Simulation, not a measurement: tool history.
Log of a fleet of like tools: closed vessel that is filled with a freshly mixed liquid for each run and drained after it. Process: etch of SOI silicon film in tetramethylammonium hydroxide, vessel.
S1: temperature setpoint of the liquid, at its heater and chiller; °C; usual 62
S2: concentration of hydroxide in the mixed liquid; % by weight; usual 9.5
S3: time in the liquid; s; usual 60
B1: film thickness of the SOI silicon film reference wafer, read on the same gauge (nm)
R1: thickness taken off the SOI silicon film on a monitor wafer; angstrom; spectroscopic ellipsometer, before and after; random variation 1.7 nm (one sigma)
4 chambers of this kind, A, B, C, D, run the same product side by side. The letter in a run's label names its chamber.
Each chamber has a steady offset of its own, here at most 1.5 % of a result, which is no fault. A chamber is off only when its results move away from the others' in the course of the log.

| run | day | S1 | S2 | S3 | B1 | R1 |
|---|---|---|---|---|---|---|
| 1A | 0.312 | 62 | 9.5 | 60 | 150.00 | 2673.1 |
| 2B | 0.600 | 62 | 9.5 | 60 | 150.00 | 2708.2 |
| 3C | 0.883 | 62 | 9.5 | 60 | 149.98 | 2750.3 |
| 4D | 1.054 | 62 | 9.5 | 60 | 149.99 | 2714.3 |
| 5B | 1.217 | 62 | 9.5 | 60 | 149.99 | 2717.8 |
| 6A | 1.525 | 62 | 9.5 | 60 | 149.99 | 2676.1 |
| 7C | 1.721 | 62 | 9.5 | 60 | 150.00 | 2745.3 |
| 8D | 2.012 | 62 | 9.5 | 60 | 149.99 | 2708.9 |
| 9A | 2.275 | 62 | 9.5 | 60 | 150.02 | 2672.4 |
| 10C | 2.504 | 62 | 9.5 | 60 | 149.98 | 2729.6 |
| 11B | 2.646 | 62 | 9.5 | 60 | 150.00 | 2727.6 |
| 12D | 2.929 | 62 | 9.5 | 75 | 149.98 | 3398.8 |
| 13A | 3.212 | 62 | 9.5 | 75 | 150.01 | 3328.8 |
| 14C | 3.375 | 62 | 9.5 | 75 | 150.01 | 3430.9 |
| 15B | 3.633 | 62 | 9.5 | 75 | 149.99 | 3377.5 |
| 16D | 3.925 | 62 | 9.5 | 30 | 150.01 | 1353.7 |
| 17C | 4.204 | 62 | 9.5 | 30 | 150.00 | 1370.3 |
| 18B | 4.479 | 62 | 9.5 | 30 | 149.99 | 1350.7 |
| 19A | 4.667 | 62 | 9.5 | 30 | 149.99 | 1310.2 |
| 20D | 4.817 | 62 | 9.5 | 60 | 149.98 | 2727.2 |
| 21D | 5.050 | 62 | 9.5 | 35 | 149.97 | 1598.9 |
| 22C | 5.375 | 62 | 9.5 | 35 | 150.00 | 1615.3 |
| 23A | 5.646 | 62 | 9.5 | 35 | 150.01 | 1517.3 |
| 24B | 5.962 | 62 | 9.5 | 35 | 149.99 | 1570.1 |
| 25B | 6.154 | 62 | 9.5 | 60 | 149.99 | 2680.1 |
| 26D | 6.446 | 62 | 9.5 | 60 | 150.01 | 2701.9 |
| 27C | 6.604 | 62 | 9.5 | 60 | 149.96 | 2749.1 |
| 28A | 6.854 | 62 | 9.5 | 60 | 150.01 | 2590.5 |
| 29B | 7.021 | 62 | 9.5 | 60 | 150.01 | 2669.1 |
| 30D | 7.308 | 62 | 9.5 | 60 | 150.01 | 2704.4 |
| 31C | 7.525 | 62 | 9.5 | 60 | 150.00 | 2769.6 |
| 32A | 7.792 | 62 | 9.5 | 60 | 150.01 | 2576.0 |
| 33C | 8.008 | 62 | 9.5 | 60 | 150.01 | 2746.3 |
| 34D | 8.317 | 62 | 9.5 | 60 | 150.01 | 2701.1 |
| 35A | 8.575 | 62 | 9.5 | 60 | 150.00 | 2562.9 |
| 36B | 8.804 | 62 | 9.5 | 60 | 149.98 | 2706.9 |
| 37C | 9.033 | 62 | 9.5 | 60 | 150.01 | 2767.0 |
| 38B | 9.350 | 62 | 9.5 | 60 | 150.01 | 2702.3 |
| 39A | 9.517 | 62 | 9.5 | 60 | 149.99 | 2549.7 |
| 40D | 9.721 | 62 | 9.5 | 60 | 149.99 | 2689.9 |

Is one chamber off against the others, does the gauge drift, or is nothing wrong? If a chamber is off, say which, and what the likeliest cause is.

Chamber A drifts away from the others.
Cause: liquid colder than its thermometer reads (K) = 0.786.
The log may not tell that from: hydroxide flow above the setpoint (%).

Here are 4 candidates for chamber A's next run, each the usual settings with a change, their results left as question marks. Which one brings its results back in line with what the others give on the usual settings?
In line means no further than this from the other chambers' mean on the usual settings: R1 58.0 angstrom
| 41A-1 | 9.954 | 62.5 | 9.5 | 65 |  | ? |
| 41A-2 | 9.954 | 62.0 | 12.5 | 60 |  | ? |
| 41A-3 | 9.954 | 62.0 | 8.0 | 60 |  | ? |
| 41A-4 | 9.954 | 61.0 | 9.5 | 60 |  | ? |

The other chambers' mean on the usual settings: R1 2712.2 angstrom
| run | R1 |
|---|---|
| 41A-1 | 2837.4 |
| 41A-2 | 2286.5 |
| 41A-3 | 2699.0 |
| 41A-4 | 2388.3 |
41A-3 brings the chamber back in line.
